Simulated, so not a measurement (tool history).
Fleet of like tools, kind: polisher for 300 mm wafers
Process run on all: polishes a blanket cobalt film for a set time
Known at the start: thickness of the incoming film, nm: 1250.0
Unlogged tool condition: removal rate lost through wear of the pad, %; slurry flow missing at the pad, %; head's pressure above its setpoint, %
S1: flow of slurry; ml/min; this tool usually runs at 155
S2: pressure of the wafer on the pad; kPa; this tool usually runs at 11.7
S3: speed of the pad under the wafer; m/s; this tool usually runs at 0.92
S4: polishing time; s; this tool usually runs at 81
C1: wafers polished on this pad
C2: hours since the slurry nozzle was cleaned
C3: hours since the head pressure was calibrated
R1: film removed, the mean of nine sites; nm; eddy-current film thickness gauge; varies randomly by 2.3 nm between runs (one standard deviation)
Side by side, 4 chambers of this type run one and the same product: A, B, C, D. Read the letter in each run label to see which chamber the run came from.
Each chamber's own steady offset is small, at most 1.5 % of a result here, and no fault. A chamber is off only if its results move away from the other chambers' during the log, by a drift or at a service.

run,hour,S1,S2,S3,S4,C1,C2,C3,R1
# hour 2: chamber D: worn pad replaced by a new one
1A,9.7,155,11.7,0.92,81,1287,77.5,126.6,329.49
# hour 18.3: chamber C: worn pad replaced by a new one
2B,22.4,155,11.7,0.92,81,1085,29.8,900.5,323.22
3C,34.4,155,11.7,0.92,81,117,282.2,450.5,329.02
# hour 39.8: chamber A: worn pad replaced by a new one
4D,41.2,155,11.7,0.92,81,284,700.2,368.2,329.58
# hour 49.1: chamber B: worn pad replaced by a new one
5D,49.1,155,11.7,0.92,81,342,708.1,376.1,331.44
# hour 49.7: chamber C: slurry nozzle cleaned
6C,58.2,155,11.7,0.92,81,290,8.5,474.3,325.5
7B,64.5,155,11.7,0.92,81,112,71.9,942.6,322.94
8A,76.1,155,11.7,0.92,81,264,143.9,193,328.57
9C,88.4,155,11.7,0.92,81,509,38.7,504.5,328
10B,98.5,155,11.7,0.92,81,359,105.9,976.6,322.76
11A,105.4,105,13.8,0.92,81,477,173.2,222.3,357.25
12D,112.9,105,13.8,0.92,81,805,771.9,439.9,359.82
13B,120.8,105,13.8,0.92,81,521,128.2,998.9,358.19
# hour 124: chamber C: worn pad replaced by a new one
14C,129.3,105,13.8,0.92,81,38,79.6,545.4,359.93
15A,137.4,155,11.7,0.92,81,709,205.2,254.3,327.87
16D,147.5,155,11.7,0.92,81,1056,806.5,474.5,330.53
17D,155.7,155,11.7,0.92,81,1116,814.7,482.7,330.01
18A,167.6,155,13.8,0.92,81,928,235.4,284.5,391.57
19B,173.6,155,13.8,0.92,81,904,181,1051.7,380.15
20C,181.7,155,13.8,0.92,81,419,132,597.8,386.91
# hour 182.3: chamber B: head pressure recalibrated
# hour 188.1: chamber D: worn pad replaced by a new one
21D,193.6,155,13.8,0.92,81,40,852.6,520.6,387.87
# hour 194.4: chamber C: head pressure recalibrated
22C,202.6,155,11.7,0.92,81,571,152.9,8.2,328.71
23B,211.6,155,11.7,0.92,81,1180,219,29.3,325.39
# hour 212.4: chamber A: worn pad replaced by a new one
24A,219.1,155,13.1,0.92,93,49,286.9,336,422.88

Predict what each chamber gives when all 4 of them run the settings below next.
25A,228.4,155,11.7,0.92,57,,,,?
25B,228.4,155,11.7,0.92,57,,,,?
25C,228.4,155,11.7,0.92,57,,,,?
25D,228.4,155,11.7,0.92,57,,,,?

run,R1
25A,230.27
25B,228.73
25C,227.49
25D,233.41
